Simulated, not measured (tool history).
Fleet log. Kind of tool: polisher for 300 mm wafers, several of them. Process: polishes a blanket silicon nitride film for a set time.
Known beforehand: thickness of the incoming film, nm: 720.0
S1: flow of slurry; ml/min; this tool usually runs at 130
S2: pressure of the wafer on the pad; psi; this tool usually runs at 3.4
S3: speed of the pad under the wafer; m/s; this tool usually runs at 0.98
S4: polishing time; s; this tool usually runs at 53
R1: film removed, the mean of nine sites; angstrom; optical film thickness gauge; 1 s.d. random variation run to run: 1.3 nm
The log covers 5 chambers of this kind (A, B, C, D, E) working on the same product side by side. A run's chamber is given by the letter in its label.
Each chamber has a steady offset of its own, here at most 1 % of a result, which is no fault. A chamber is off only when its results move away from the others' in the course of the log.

-- hour=3.3 chamber D: head pressure recalibrated
-- hour=3.6 chamber C: worn pad replaced by a new one
run 1A hour=4.4 | S1=130 S2=3.4 S3=0.98 S4=53 | R1=964.82
run 2C hour=10.8 | S1=130 S2=3.4 S3=0.98 S4=53 | R1=963.27
run 3D hour=17.6 | S1=130 S2=3.4 S3=0.98 S4=53 | R1=960.69
-- hour=20.3 chamber A: worn pad replaced by a new one
run 4E hour=23.8 | S1=130 S2=3.4 S3=0.98 S4=53 | R1=961.18
-- hour=27.4 chamber D: worn pad replaced by a new one
run 5B hour=27.6 | S1=130 S2=3.4 S3=0.98 S4=53 | R1=991.21
-- hour=28.6 chamber B: worn pad replaced by a new one
run 6E hour=31.1 | S1=130 S2=3.4 S3=0.98 S4=53 | R1=971.20
run 7B hour=37.5 | S1=130 S2=3.4 S3=0.98 S4=64 | R1=1158.80
run 8C hour=41.5 | S1=130 S2=3.4 S3=0.98 S4=64 | R1=1150.90
run 9D hour=48.9 | S1=130 S2=3.4 S3=0.98 S4=64 | R1=1150.60
run 10A hour=55.0 | S1=130 S2=3.4 S3=0.98 S4=64 | R1=1164.70
run 11B hour=59.0 | S1=130 S2=3.4 S3=0.98 S4=64 | R1=1185.60
-- hour=61.0 chamber D: slurry nozzle cleaned
run 12E hour=65.9 | S1=130 S2=3.4 S3=0.98 S4=53 | R1=969.35
run 13C hour=70.6 | S1=130 S2=3.4 S3=0.98 S4=69 | R1=1261.40
run 14A hour=73.8 | S1=130 S2=3.4 S3=0.98 S4=69 | R1=1261.30
-- hour=74.5 chamber E: worn pad replaced by a new one
run 15D hour=79.3 | S1=130 S2=3.4 S3=0.98 S4=69 | R1=1239.10
-- hour=81.7 chamber E: slurry nozzle cleaned
-- hour=83.5 chamber C: worn pad replaced by a new one
-- hour=83.6 chamber D: worn pad replaced by a new one
run 16E hour=86.2 | S1=130 S2=3.4 S3=0.98 S4=69 | R1=1258.50
run 17B hour=90.7 | S1=130 S2=3.4 S3=0.98 S4=69 | R1=1262.00
run 18C hour=97.2 | S1=130 S2=3.4 S3=0.98 S4=53 | R1=977.22
-- hour=99.7 chamber B: worn pad replaced by a new one
run 19D hour=101.7 | S1=130 S2=3.4 S3=0.98 S4=53 | R1=972.30
run 20A hour=105.2 | S1=130 S2=3.4 S3=0.98 S4=53 | R1=935.31
run 21D hour=109.4 | S1=130 S2=3.4 S3=0.98 S4=53 | R1=962.03
run 22C hour=114.3 | S1=130 S2=3.4 S3=0.98 S4=53 | R1=946.91
run 23A hour=119.5 | S1=130 S2=3.4 S3=0.98 S4=53 | R1=948.42
-- hour=124.9 chamber A: worn pad replaced by a new one
run 24E hour=125.5 | S1=130 S2=3.4 S3=0.98 S4=53 | R1=975.52
run 25B hour=131.6 | S1=130 S2=3.4 S3=0.98 S4=53 | R1=949.95
run 26A hour=135.8 | S1=130 S2=3.4 S3=0.98 S4=53 | R1=977.37
run 27E hour=142.1 | S1=130 S2=3.4 S3=0.98 S4=53 | R1=970.21
-- hour=142.7 chamber D: worn pad replaced by a new one
run 28C hour=146.7 | S1=130 S2=3.4 S3=0.98 S4=53 | R1=972.67
run 29B hour=151.2 | S1=130 S2=3.4 S3=0.98 S4=53 | R1=973.03
run 30D hour=156.2 | S1=130 S2=3.4 S3=0.98 S4=53 | R1=953.82
run 31B hour=160.2 | S1=130 S2=3.4 S3=0.98 S4=53 | R1=972.35
run 32D hour=165.4 | S1=130 S2=3.4 S3=0.98 S4=53 | R1=979.15
run 33C hour=169.1 | S1=100 S2=3.4 S3=0.98 S4=53 | R1=910.08

The same settings go to every chamber for the next run, one line per chamber below. Forecast the results for each:
run 34A hour=174.3 | S1=130 S2=3.4 S3=0.86 S4=53 | R1=?
run 34B hour=174.3 | S1=130 S2=3.4 S3=0.86 S4=53 | R1=?
run 34C hour=174.3 | S1=130 S2=3.4 S3=0.86 S4=53 | R1=?
run 34D hour=174.3 | S1=130 S2=3.4 S3=0.86 S4=53 | R1=?
run 34E hour=174.3 | S1=130 S2=3.4 S3=0.86 S4=53 | R1=?

run=34A R1=854.00
run=34B R1=872.90
run=34C R1=870.74
run=34D R1=871.49
run=34E R1=847.51
